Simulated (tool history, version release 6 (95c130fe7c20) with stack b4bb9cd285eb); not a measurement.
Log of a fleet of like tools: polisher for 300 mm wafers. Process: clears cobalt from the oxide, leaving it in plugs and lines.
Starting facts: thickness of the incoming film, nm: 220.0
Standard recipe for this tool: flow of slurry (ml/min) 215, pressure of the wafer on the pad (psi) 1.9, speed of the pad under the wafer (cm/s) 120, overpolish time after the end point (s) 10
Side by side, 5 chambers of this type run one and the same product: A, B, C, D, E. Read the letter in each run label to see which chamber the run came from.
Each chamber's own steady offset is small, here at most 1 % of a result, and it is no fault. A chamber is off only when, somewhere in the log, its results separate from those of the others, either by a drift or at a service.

| run | hour | flow of slurry (ml/min) | pressure of the wafer on the pad (psi) | speed of the pad under the wafer (cm/s) | overpolish time after the end point (s) | time until the end point was called (s) | dishing of a wide line in a test structure (nm) |
|---|---|---|---|---|---|---|---|
| 1D | 4.3 | 215 | 1.9 | 120 | 10 | 38.714 | 34.794 |
| 2C | 11.0 | 215 | 1.9 | 120 | 10 | 36.970 | 34.118 |
| 3B | 15.8 | 215 | 1.9 | 120 | 10 | 38.823 | 32.915 |
| 4E | 19.7 | 215 | 1.9 | 120 | 10 | 37.509 | 34.045 |
|  | 22.4 | chamber C: worn pad replaced by a new one |
|  | 25.3 | chamber C: slurry nozzle cleaned |
| 5A | 25.4 | 215 | 1.9 | 120 | 10 | 37.537 | 33.943 |
|  | 28.8 | chamber A: worn pad replaced by a new one |
| 6E | 29.9 | 215 | 1.9 | 120 | 10 | 37.970 | 33.365 |
| 7C | 36.7 | 215 | 1.9 | 120 | 10 | 38.803 | 32.849 |
|  | 37.1 | chamber B: worn pad replaced by a new one |
| 8D | 40.2 | 215 | 1.9 | 120 | 10 | 38.809 | 34.209 |
|  | 41.9 | chamber E: worn pad replaced by a new one |
| 9B | 46.1 | 215 | 1.9 | 120 | 10 | 37.411 | 34.088 |
| 10A | 50.4 | 215 | 1.9 | 120 | 10 | 38.049 | 33.233 |
| 11E | 56.3 | 215 | 1.9 | 120 | 10 | 39.341 | 34.192 |
| 12B | 61.5 | 215 | 1.9 | 120 | 10 | 38.311 | 33.666 |
| 13D | 65.6 | 215 | 1.9 | 120 | 10 | 39.372 | 34.441 |
|  | 69.9 | chamber A: slurry nozzle cleaned |
| 14A | 69.9 | 215 | 1.9 | 120 | 10 | 38.417 | 33.171 |
|  | 72.4 | chamber D: head pressure recalibrated |
|  | 75.3 | chamber D: worn pad replaced by a new one |
| 15C | 76.9 | 250 | 1.9 | 120 | 6 | 38.723 | 25.090 |
|  | 78.0 | chamber C: worn pad replaced by a new one |
| 16E | 81.0 | 250 | 1.9 | 120 | 6 | 37.359 | 24.620 |
| 17D | 86.3 | 250 | 1.9 | 120 | 6 | 41.405 | 24.482 |
| 18A | 90.6 | 250 | 1.9 | 120 | 6 | 36.905 | 24.042 |
| 19C | 94.2 | 250 | 1.9 | 120 | 6 | 37.450 | 25.239 |
| 20B | 99.1 | 215 | 1.9 | 120 | 10 | 38.690 | 35.040 |
|  | 101.8 | chamber E: head pressure recalibrated |
| 21D | 102.5 | 215 | 1.9 | 120 | 10 | 42.151 | 32.488 |
| 22E | 106.1 | 215 | 1.9 | 120 | 10 | 38.502 | 33.486 |
|  | 106.2 | chamber A: worn pad replaced by a new one |
| 23A | 112.1 | 215 | 1.9 | 120 | 10 | 37.768 | 34.045 |
| 24C | 116.0 | 215 | 1.9 | 120 | 10 | 37.445 | 32.647 |
| 25B | 123.0 | 215 | 1.9 | 120 | 10 | 37.533 | 33.524 |
|  | 126.4 | chamber C: worn pad replaced by a new one |
| 26E | 127.3 | 215 | 1.9 | 120 | 10 | 38.990 | 33.491 |
|  | 129.6 | chamber B: worn pad replaced by a new one |
| 27C | 132.1 | 215 | 1.9 | 120 | 10 | 38.038 | 35.249 |
| 28A | 138.1 | 215 | 1.9 | 120 | 10 | 37.608 | 32.959 |
| 29B | 142.2 | 215 | 1.9 | 120 | 10 | 38.516 | 34.755 |
| 30D | 148.9 | 265 | 1.9 | 120 | 8 | 41.663 | 28.916 |
| 31E | 154.9 | 265 | 1.9 | 120 | 8 | 37.533 | 30.042 |
| 32B | 159.8 | 265 | 1.9 | 120 | 8 | 38.313 | 30.660 |
| 33A | 163.9 | 265 | 1.9 | 120 | 8 | 37.537 | 30.677 |
| 34D | 170.6 | 265 | 1.9 | 120 | 8 | 41.432 | 30.372 |
| 35C | 174.7 | 215 | 1.9 | 120 | 10 | 38.247 | 33.621 |
|  | 175.1 | chamber E: worn pad replaced by a new one |
|  | 180.7 | chamber C: worn pad replaced by a new one |
| 36A | 180.9 | 215 | 1.9 | 120 | 10 | 37.888 | 33.334 |
| 37B | 185.0 | 215 | 1.9 | 120 | 10 | 40.256 | 33.730 |
| 38C | 191.5 | 215 | 1.9 | 120 | 10 | 37.826 | 34.263 |
| 39D | 196.3 | 215 | 1.9 | 120 | 10 | 42.975 | 32.214 |
| 40E | 202.4 | 215 | 1.9 | 120 | 10 | 38.384 | 33.285 |
| 41E | 207.5 | 145 | 1.9 | 120 | 10 | 41.941 | 31.336 |

Does one chamber stand apart from the rest, does the shared gauge drift, or is all well apart from small per-chamber offsets? Give the chamber and the most likely cause, where there is one.

A service left chamber D off against the others.
What lies behind it: head's pressure below its setpoint, % = 9.28.

Chamber D could run next with any of the 4 candidate recipes listed below; each alters the usual settings, and their results appear as question marks. Which one brings its results back in line with what the other chambers deliver on the usual settings?
Allowed miss from the other chambers' usual-settings mean, per result, to count as in line: time until the end point was called (s) 2.200; dishing of a wide line in a test structure (nm) 2.300
| 42D-1 | 212.6 | 215 | 2.0 | 126 | 10 | ? | ? |
| 42D-2 | 212.6 | 210 | 1.7 | 108 | 11 | ? | ? |
| 42D-3 | 212.6 | 215 | 1.8 | 114 | 10 | ? | ? |
| 42D-4 | 212.6 | 220 | 2.1 | 134 | 10 | ? | ? |

On the usual settings, the other chambers give on average: time until the end point was called (s) 38.289; dishing of a wide line in a test structure (nm) 33.929
| run | time until the end point was called (s) | dishing of a wide line in a test structure (nm) |
|---|---|---|
| 42D-1 | 38.759 | 34.398 |
| 42D-2 | 53.365 | 30.274 |
| 42D-3 | 47.595 | 30.608 |
| 42D-4 | 34.596 | 36.457 |
42D-1 is the one that brings the chamber's results back in line with the other chambers.
